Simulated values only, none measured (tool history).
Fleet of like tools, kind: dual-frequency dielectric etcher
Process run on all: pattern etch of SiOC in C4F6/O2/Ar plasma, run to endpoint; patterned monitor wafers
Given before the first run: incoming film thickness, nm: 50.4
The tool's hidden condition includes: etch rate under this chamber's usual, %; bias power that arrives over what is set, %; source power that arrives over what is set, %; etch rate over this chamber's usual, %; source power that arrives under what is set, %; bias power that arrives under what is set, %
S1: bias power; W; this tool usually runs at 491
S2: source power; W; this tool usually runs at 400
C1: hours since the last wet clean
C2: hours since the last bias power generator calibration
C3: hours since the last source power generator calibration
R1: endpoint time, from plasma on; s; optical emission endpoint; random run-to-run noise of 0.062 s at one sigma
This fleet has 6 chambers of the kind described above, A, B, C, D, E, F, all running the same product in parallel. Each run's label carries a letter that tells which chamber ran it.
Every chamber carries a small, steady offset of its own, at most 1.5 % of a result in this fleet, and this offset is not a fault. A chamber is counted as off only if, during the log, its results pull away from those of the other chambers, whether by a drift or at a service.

run,hour,S1,S2,C1,C2,C3,R1
1A,16.3,491,400,133.5,2199.1,1984.6,17.024
2E,28.9,491,400,60.1,78.3,1931.4,16.856
3C,39.7,491,400,357.4,44.8,1063.9,17.136
4B,55.9,491,400,426.2,956.9,3483.0,16.967
# hour 61.9: chamber B: wet clean of the chamber
5D,68.1,491,400,339.5,1742.9,3326.6,17.050
# hour 69.7: chamber F: wet clean of the chamber
6F,79.5,491,400,9.8,1086.3,1425.7,17.173
# hour 81.0: chamber D: source power generator calibrated
7C,92.5,491,400,410.2,97.6,1116.7,17.087
8F,105.7,491,400,36.0,1112.5,1451.9,17.217
9D,119.4,491,400,390.8,1794.2,38.4,17.110
10A,133.8,491,400,251.0,2316.6,2102.1,17.022
11B,148.0,491,400,86.1,1049.0,3575.1,16.921
12E,156.9,491,400,188.1,206.3,2059.4,16.878
13D,166.9,491,400,438.3,1841.7,85.9,17.277
14F,175.1,491,400,105.4,1181.9,1521.3,17.283
15A,189.7,491,400,306.9,2372.5,2158.0,17.053
16B,203.6,491,400,141.7,1104.6,3630.7,16.932
17C,216.1,491,400,533.8,221.2,1240.3,16.949
18E,232.7,491,400,263.9,282.1,2135.2,16.869
19C,244.1,491,400,561.8,249.2,1268.3,16.893
20F,255.3,491,400,185.6,1262.1,1601.5,17.329
21B,266.8,491,400,204.9,1167.8,3693.9,17.064
# hour 269.9: chamber D: wet clean of the chamber
22D,274.9,491,400,5.0,1949.7,193.9,17.077
23A,282.5,439,480,399.7,2465.3,2250.8,16.572
24E,290.5,439,480,321.7,339.9,2193.0,16.350
25F,306.5,439,480,236.8,1313.3,1652.7,16.836
26A,320.1,439,480,437.3,2502.9,2288.4,16.516
27B,335.9,439,480,274.0,1236.9,3763.0,16.557
28C,346.6,439,480,664.3,351.7,1370.8,16.185
29E,361.8,491,400,393.0,411.2,2264.3,16.785
30D,369.2,491,400,99.3,2044.0,288.2,17.160
31B,383.1,491,400,321.2,1284.1,3810.2,16.967
# hour 390.0: chamber A: wet clean of the chamber
32F,393.5,491,450,323.8,1400.3,1739.7,16.546
33D,406.0,491,450,136.1,2080.8,325.0,16.315
34A,413.8,491,450,23.8,2596.6,2382.1,16.383
35E,421.6,491,450,452.8,471.0,2324.1,16.143
36C,430.2,491,450,747.9,435.3,1454.4,15.764

Predict what each chamber gives when all 6 of them run the settings below next.
37A,442.1,491,400,,,,?
37B,442.1,491,400,,,,?
37C,442.1,491,400,,,,?
37D,442.1,491,400,,,,?
37E,442.1,491,400,,,,?
37F,442.1,491,400,,,,?

run,R1
37A,17.008
37B,16.988
37C,16.442
37D,17.255
37E,16.839
37F,17.290
